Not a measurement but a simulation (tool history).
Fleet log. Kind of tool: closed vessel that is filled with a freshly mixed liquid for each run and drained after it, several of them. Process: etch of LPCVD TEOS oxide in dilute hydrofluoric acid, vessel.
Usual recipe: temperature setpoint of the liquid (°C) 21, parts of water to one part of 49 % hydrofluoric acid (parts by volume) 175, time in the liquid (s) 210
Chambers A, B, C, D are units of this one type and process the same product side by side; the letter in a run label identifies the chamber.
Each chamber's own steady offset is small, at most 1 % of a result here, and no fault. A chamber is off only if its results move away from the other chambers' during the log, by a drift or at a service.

run     day  temperature setpoint of the liquid (°C)  parts of water to one part of 49 % hydrofluoric acid (parts by volume)  time in the liquid (s)  read-back film thickness of the LPCVD TEOS oxide reference wafer, read on the same gauge (nm)  thickness taken off the LPCVD TEOS oxide on a monitor wafer (Å)
 1B   0.333                                       21                                                                     175                     210                                                                                         139.99                                                           327.93
 2C   0.754                                       21                                                                     175                     210                                                                                            140                                                           325.91
 3A   1.258                                       21                                                                     175                     210                                                                                         140.01                                                            326.4
 4D   1.758                                       21                                                                     175                     210                                                                                         139.97                                                           327.55
 5B   2.279                                       21                                                                     175                     210                                                                                            140                                                           325.12
 6A   2.788                                       21                                                                     175                     210                                                                                         139.99                                                           323.22
      3.108  -- chamber D: hydrofluoric acid flow meter replaced
 7C   3.275                                       21                                                                     175                     210                                                                                         140.02                                                           325.02
 8D   3.712                                       21                                                                     175                     210                                                                                         139.99                                                           328.44
 9A   4.175                                       21                                                                     175                     210                                                                                         140.02                                                            324.9
10C   4.542                                       21                                                                     175                     210                                                                                         140.03                                                           322.05
11B   4.854                                       21                                                                     175                     210                                                                                            140                                                           325.92
12D   5.354                                       21                                                                     175                     155                                                                                         139.98                                                           240.86
13A   5.788                                       21                                                                     175                     155                                                                                         139.98                                                           241.06
14C   6.396                                       21                                                                     175                     155                                                                                         139.99                                                           239.76
15B   6.992                                       21                                                                     175                     155                                                                                         139.99                                                            241.4
16D    7.45                                       21                                                                     175                     125                                                                                         139.98                                                           194.91
17A   7.754                                       21                                                                     175                     125                                                                                            140                                                           198.27
18B   8.079                                       21                                                                     175                     125                                                                                         140.02                                                           195.88
19C   8.617                                       21                                                                     175                     125                                                                                            140                                                           194.04
20D   9.092                                       21                                                                     175                     210                                                                                         139.98                                                           328.61
21B   9.638                                       21                                                                     175                     210                                                                                         140.01                                                           326.25
22D   9.958                                       21                                                                     175                     255                                                                                         140.03                                                           398.89
23C  10.338                                       21                                                                     175                     255                                                                                         139.99                                                           394.44
24A  10.862                                       21                                                                     175                     255                                                                                            140                                                            407.8
25B  11.196                                       21                                                                     175                     255                                                                                            140                                                           395.45
26A  11.629                                       21                                                                     175                     210                                                                                            140                                                           337.62
27D   11.95                                       21                                                                     175                     210                                                                                         139.99                                                           327.09
     12.258  -- chamber D: thermometer replaced
28C  12.333                                       21                                                                     175                     115                                                                                         140.02                                                           177.96
29A  12.717                                       21                                                                     175                     115                                                                                            140                                                           184.14
30D  13.117                                       21                                                                     175                     115                                                                                         140.03                                                           179.51
31C  13.408                                       21                                                                     175                     115                                                                                         139.99                                                              178
32B  13.696                                       21                                                                     175                     210                                                                                         139.99                                                           325.09
33B  14.225                                       21                                                                     175                     210                                                                                         139.96                                                           327.59
34A  14.512                                       21                                                                     175                     210                                                                                         139.98                                                           339.91
35D   15.05                                       21                                                                     175                     210                                                                                         140.01                                                           326.53
36C  15.329                                       21                                                                     175                     210                                                                                            140                                                            325.3
37B  15.733                                       21                                                                     175                     210                                                                                         140.02                                                           328.49
38D  16.354                                       21                                                                     175                     210                                                                                            140                                                           325.62
39A  16.883                                       21                                                                     175                     210                                                                                         140.01                                                           343.96
40C  17.492                                       21                                                                     175                     210                                                                                         139.99                                                           323.76

Next, every chamber runs the same settings. What will each give?
41A  17.942                                       21                                                                     175                     210                                                                                                                                                               ?
41B  17.942                                       21                                                                     175                     210                                                                                                                                                               ?
41C  17.942                                       21                                                                     175                     210                                                                                                                                                               ?
41D  17.942                                       21                                                                     175                     210                                                                                                                                                               ?

run  thickness taken off the LPCVD TEOS oxide on a monitor wafer (Å)
41A                                                           346.46
41B                                                           326.61
41C                                                           321.36
41D                                                           327.59
